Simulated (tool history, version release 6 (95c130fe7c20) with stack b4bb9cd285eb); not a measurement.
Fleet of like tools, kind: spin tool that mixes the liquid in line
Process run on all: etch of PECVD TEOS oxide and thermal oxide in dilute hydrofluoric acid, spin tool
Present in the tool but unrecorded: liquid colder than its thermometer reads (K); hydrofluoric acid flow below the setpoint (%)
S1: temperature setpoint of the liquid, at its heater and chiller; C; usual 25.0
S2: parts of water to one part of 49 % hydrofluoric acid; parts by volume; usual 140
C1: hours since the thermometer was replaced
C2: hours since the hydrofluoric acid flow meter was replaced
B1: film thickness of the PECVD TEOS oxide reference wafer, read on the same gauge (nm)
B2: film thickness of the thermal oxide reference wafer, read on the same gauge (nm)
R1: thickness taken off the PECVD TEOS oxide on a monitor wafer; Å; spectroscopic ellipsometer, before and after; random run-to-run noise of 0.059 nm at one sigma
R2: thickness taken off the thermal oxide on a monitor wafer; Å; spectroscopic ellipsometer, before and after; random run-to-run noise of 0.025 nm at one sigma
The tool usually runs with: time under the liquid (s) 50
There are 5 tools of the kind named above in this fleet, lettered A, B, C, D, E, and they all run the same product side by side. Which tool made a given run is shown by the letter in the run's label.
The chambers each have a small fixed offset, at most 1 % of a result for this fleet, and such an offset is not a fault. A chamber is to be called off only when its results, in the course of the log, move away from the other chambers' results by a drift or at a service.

run 1E day=0.200 | S1=25.0 S2=140 time_under_the_liquid_(s)=50 | C1=602.4 C2=1817.6 | B1=90.019 B2=119.98 | R1=85.893 R2=16.844
run 2C day=0.575 | S1=25.0 S2=140 time_under_the_liquid_(s)=50 | C1=473.5 C2=574.7 | B1=90.016 B2=119.98 | R1=84.460 R2=17.065
run 3B day=0.862 | S1=25.0 S2=140 time_under_the_liquid_(s)=50 | C1=511.0 C2=509.0 | B1=90.013 B2=119.98 | R1=85.059 R2=16.462
run 4D day=1.129 | S1=25.0 S2=140 time_under_the_liquid_(s)=50 | C1=267.7 C2=1540.2 | B1=89.977 B2=119.99 | R1=85.594 R2=16.984
run 5A day=1.379 | S1=25.0 S2=140 time_under_the_liquid_(s)=50 | C1=622.3 C2=1004.5 | B1=89.990 B2=120.01 | R1=86.246 R2=17.504
run 6A day=1.562 | S1=25.0 S2=140 time_under_the_liquid_(s)=50 | C1=626.7 C2=1008.9 | B1=89.996 B2=120.00 | R1=85.331 R2=17.085
run 7B day=1.896 | S1=25.0 S2=140 time_under_the_liquid_(s)=50 | C1=535.8 C2=533.8 | B1=89.993 B2=119.99 | R1=84.469 R2=17.102
run 8C day=2.125 | S1=25.0 S2=140 time_under_the_liquid_(s)=50 | C1=510.7 C2=611.9 | B1=90.011 B2=120.01 | R1=85.301 R2=17.291
run 9E day=2.404 | S1=25.0 S2=140 time_under_the_liquid_(s)=50 | C1=655.3 C2=1870.5 | B1=90.004 B2=120.00 | R1=85.624 R2=16.999
-- day=2.525 chamber E: hydrofluoric acid flow meter replaced
run 10D day=2.675 | S1=25.0 S2=140 time_under_the_liquid_(s)=50 | C1=304.8 C2=1577.3 | B1=90.017 B2=120.00 | R1=85.922 R2=16.812
run 11C day=2.975 | S1=25.0 S2=140 time_under_the_liquid_(s)=50 | C1=531.1 C2=632.3 | B1=89.991 B2=119.99 | R1=85.327 R2=17.108
run 12D day=3.238 | S1=25.0 S2=200 time_under_the_liquid_(s)=50 | C1=318.3 C2=1590.8 | B1=90.014 B2=119.99 | R1=56.263 R2=11.168
run 13E day=3.475 | S1=25.0 S2=200 time_under_the_liquid_(s)=50 | C1=681.0 C2=22.8 | B1=90.019 B2=120.01 | R1=56.240 R2=10.912
run 14B day=3.638 | S1=25.0 S2=200 time_under_the_liquid_(s)=50 | C1=577.6 C2=575.6 | B1=89.986 B2=119.95 | R1=55.565 R2=11.157
run 15A day=3.862 | S1=25.0 S2=200 time_under_the_liquid_(s)=50 | C1=681.9 C2=1064.1 | B1=89.998 B2=120.04 | R1=55.783 R2=11.206
run 16A day=4.092 | S1=25.0 S2=200 time_under_the_liquid_(s)=50 | C1=687.4 C2=1069.6 | B1=89.976 B2=119.97 | R1=55.438 R2=10.776
run 17C day=4.412 | S1=25.0 S2=140 time_under_the_liquid_(s)=50 | C1=565.6 C2=666.8 | B1=90.003 B2=120.01 | R1=85.546 R2=16.744
run 18D day=4.754 | S1=25.0 S2=140 time_under_the_liquid_(s)=50 | C1=354.7 C2=1627.2 | B1=89.986 B2=120.00 | R1=86.058 R2=16.944
run 19B day=4.917 | S1=25.0 S2=140 time_under_the_liquid_(s)=50 | C1=608.3 C2=606.3 | B1=90.035 B2=120.00 | R1=85.183 R2=16.524
run 20E day=5.183 | S1=25.0 S2=140 time_under_the_liquid_(s)=50 | C1=722.0 C2=63.8 | B1=90.000 B2=120.02 | R1=86.857 R2=16.871
run 21A day=5.554 | S1=25.0 S2=140 time_under_the_liquid_(s)=50 | C1=722.5 C2=1104.7 | B1=89.997 B2=120.00 | R1=84.848 R2=16.956
run 22C day=5.812 | S1=25.0 S2=140 time_under_the_liquid_(s)=50 | C1=599.2 C2=700.4 | B1=90.001 B2=119.97 | R1=84.688 R2=16.691
run 23B day=6.175 | S1=25.0 S2=140 time_under_the_liquid_(s)=50 | C1=638.5 C2=636.5 | B1=90.004 B2=120.03 | R1=84.689 R2=16.363
-- day=6.479 chamber A: thermometer replaced
run 24D day=6.492 | S1=25.0 S2=140 time_under_the_liquid_(s)=50 | C1=396.4 C2=1668.9 | B1=90.014 B2=120.02 | R1=86.757 R2=16.805
run 25E day=6.729 | S1=25.0 S2=140 time_under_the_liquid_(s)=50 | C1=759.1 C2=100.9 | B1=90.001 B2=119.98 | R1=86.342 R2=16.711
run 26A day=7.033 | S1=25.0 S2=140 time_under_the_liquid_(s)=50 | C1=13.3 C2=1140.2 | B1=90.022 B2=119.99 | R1=86.642 R2=17.335
run 27D day=7.267 | S1=29.5 S2=140 time_under_the_liquid_(s)=50 | C1=415.0 C2=1687.5 | B1=89.995 B2=119.98 | R1=102.420 R2=20.602
run 28B day=7.596 | S1=29.5 S2=140 time_under_the_liquid_(s)=50 | C1=672.6 C2=670.6 | B1=90.005 B2=120.00 | R1=101.490 R2=19.963
run 29C day=7.971 | S1=29.5 S2=140 time_under_the_liquid_(s)=50 | C1=651.0 C2=752.2 | B1=90.007 B2=120.00 | R1=100.970 R2=20.120
run 30E day=8.233 | S1=29.5 S2=140 time_under_the_liquid_(s)=50 | C1=795.2 C2=137.0 | B1=89.999 B2=119.99 | R1=103.060 R2=19.801
run 31B day=8.408 | S1=29.5 S2=140 time_under_the_liquid_(s)=50 | C1=692.1 C2=690.1 | B1=89.987 B2=119.95 | R1=101.420 R2=20.221
run 32E day=8.650 | S1=25.0 S2=140 time_under_the_liquid_(s)=50 | C1=805.2 C2=147.0 | B1=89.997 B2=120.01 | R1=85.993 R2=16.952
run 33D day=8.938 | S1=25.0 S2=140 time_under_the_liquid_(s)=50 | C1=455.1 C2=1727.6 | B1=90.007 B2=120.01 | R1=85.421 R2=17.016
run 34C day=9.129 | S1=25.0 S2=140 time_under_the_liquid_(s)=50 | C1=678.8 C2=780.0 | B1=89.984 B2=120.01 | R1=83.756 R2=16.776
run 35A day=9.308 | S1=25.0 S2=140 time_under_the_liquid_(s)=50 | C1=67.9 C2=1194.8 | B1=89.995 B2=120.01 | R1=86.075 R2=17.383
run 36D day=9.675 | S1=25.0 S2=115 time_under_the_liquid_(s)=50 | C1=472.8 C2=1745.3 | B1=90.005 B2=120.01 | R1=107.980 R2=21.415
run 37E day=9.975 | S1=25.0 S2=115 time_under_the_liquid_(s)=50 | C1=837.0 C2=178.8 | B1=90.007 B2=120.02 | R1=109.040 R2=21.184

Has any chamber moved away from the others, gradually or after a service, or does the common gauge drift, or do the chambers differ only by their own small steady offsets? State the chamber and the most likely cause if one applies.

No chamber stands off beyond its own small offset, and the gauge holds steady.

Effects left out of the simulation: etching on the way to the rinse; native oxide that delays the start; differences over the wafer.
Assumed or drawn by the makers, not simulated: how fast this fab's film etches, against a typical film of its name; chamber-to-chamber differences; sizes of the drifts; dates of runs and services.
